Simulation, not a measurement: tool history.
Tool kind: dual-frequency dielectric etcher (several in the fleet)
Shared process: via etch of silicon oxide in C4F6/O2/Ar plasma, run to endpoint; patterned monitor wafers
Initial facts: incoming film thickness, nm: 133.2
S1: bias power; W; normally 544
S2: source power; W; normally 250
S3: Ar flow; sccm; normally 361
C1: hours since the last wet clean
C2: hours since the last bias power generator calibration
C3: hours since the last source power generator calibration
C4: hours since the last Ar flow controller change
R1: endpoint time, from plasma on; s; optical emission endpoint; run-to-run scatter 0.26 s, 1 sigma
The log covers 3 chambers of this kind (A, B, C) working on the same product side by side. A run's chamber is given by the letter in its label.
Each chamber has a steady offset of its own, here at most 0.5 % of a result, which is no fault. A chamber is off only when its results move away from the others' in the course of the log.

| run | hour | S1 | S2 | S3 | C1 | C2 | C3 | C4 | R1 |
|---|---|---|---|---|---|---|---|---|---|
| 1C | 6.8 | 544 | 250 | 361 | 174.1 | 494.8 | 878.1 | 168.2 | 34.663 |
| 2A | 17.4 | 544 | 250 | 361 | 260.7 | 718 | 420.7 | 1443.4 | 34.465 |
| 3B | 31.2 | 544 | 250 | 361 | 77.2 | 135.4 | 1229 | 1057.5 | 34.287 |
| 4B | 38 | 544 | 250 | 361 | 84 | 142.2 | 1235.8 | 1064.3 | 34.797 |
| 5A | 45.6 | 544 | 250 | 361 | 288.9 | 746.2 | 448.9 | 1471.6 | 34.411 |
| 6C | 53.5 | 544 | 250 | 361 | 220.8 | 541.5 | 924.8 | 214.9 | 34.02 |
| 7A | 66.5 | 544 | 250 | 361 | 309.8 | 767.1 | 469.8 | 1492.5 | 34.946 |
| 8B | 78.7 | 544 | 250 | 361 | 124.7 | 182.9 | 1276.5 | 1105 | 34.663 |
| 9C | 87.5 | 544 | 250 | 361 | 254.8 | 575.5 | 958.8 | 248.9 | 33.876 |
| 10A | 96.4 | 544 | 250 | 281 | 339.7 | 797 | 499.7 | 1522.4 | 33.632 |
| 11C | 108 | 544 | 250 | 281 | 275.3 | 596 | 979.3 | 269.4 | 33.403 |
| 12B | 121.9 | 544 | 250 | 281 | 167.9 | 226.1 | 1319.7 | 1148.2 | 33.542 |
| 13B | 131.8 | 544 | 250 | 361 | 177.8 | 236 | 1329.6 | 1158.1 | 34.412 |
| 14A | 140.9 | 544 | 250 | 361 | 384.2 | 841.5 | 544.2 | 1566.9 | 34.573 |
| 15C | 152.1 | 544 | 310 | 432 | 319.4 | 640.1 | 1023.4 | 313.5 | 32.524 |
|  | 156 | chamber A: wet clean of the chamber |
| 16C | 163 | 544 | 310 | 432 | 330.3 | 651 | 1034.3 | 324.4 | 32.213 |
| 17A | 171.8 | 544 | 310 | 432 | 15.9 | 872.4 | 575.1 | 1597.8 | 32.463 |
| 18B | 183.4 | 544 | 250 | 361 | 229.4 | 287.6 | 1381.2 | 1209.7 | 33.942 |
| 19C | 196.6 | 544 | 250 | 361 | 363.9 | 684.6 | 1067.9 | 358 | 34.021 |
| 20A | 203.5 | 544 | 250 | 361 | 47.6 | 904.1 | 606.8 | 1629.5 | 34.641 |
| 21B | 216.4 | 544 | 250 | 361 | 262.4 | 320.6 | 1414.2 | 1242.7 | 34.318 |
| 22A | 230.2 | 544 | 250 | 361 | 74.3 | 930.8 | 633.5 | 1656.2 | 34.503 |
| 23C | 241.2 | 544 | 250 | 361 | 408.5 | 729.2 | 1112.5 | 402.6 | 34.284 |
| 24B | 252.2 | 544 | 250 | 361 | 298.2 | 356.4 | 1450 | 1278.5 | 34.18 |
| 25C | 258.2 | 544 | 250 | 361 | 425.5 | 746.2 | 1129.5 | 419.6 | 34.375 |
| 26B | 266.7 | 544 | 250 | 361 | 312.7 | 370.9 | 1464.5 | 1293 | 34.548 |
| 27A | 279.6 | 497 | 250 | 313 | 123.7 | 980.2 | 682.9 | 1705.6 | 35.019 |
| 28B | 290.6 | 497 | 250 | 313 | 336.6 | 394.8 | 1488.4 | 1316.9 | 34.776 |
| 29A | 302.2 | 497 | 250 | 313 | 146.3 | 1002.8 | 705.5 | 1728.2 | 34.94 |
| 30C | 314 | 544 | 250 | 361 | 481.3 | 802 | 1185.3 | 475.4 | 34.103 |
| 31A | 323.3 | 544 | 250 | 361 | 167.4 | 1023.9 | 726.6 | 1749.3 | 34.32 |
| 32B | 336 | 544 | 250 | 361 | 382 | 440.2 | 1533.8 | 1362.3 | 34.207 |
| 33C | 348 | 544 | 250 | 361 | 515.3 | 836 | 1219.3 | 509.4 | 34.73 |
| 34A | 360.8 | 544 | 250 | 361 | 204.9 | 1061.4 | 764.1 | 1786.8 | 34.622 |
| 35C | 369.2 | 544 | 230 | 361 | 536.5 | 857.2 | 1240.5 | 530.6 | 35.509 |

Decide between three cases: one chamber stands off from its peers, the gauge reading all wafers drifts, or nothing is wrong past each chamber's small offset. Where a chamber is off, say which and what most likely put it there.

Neither any chamber nor the gauge drifts; the chambers differ only by their own small, steady offsets.
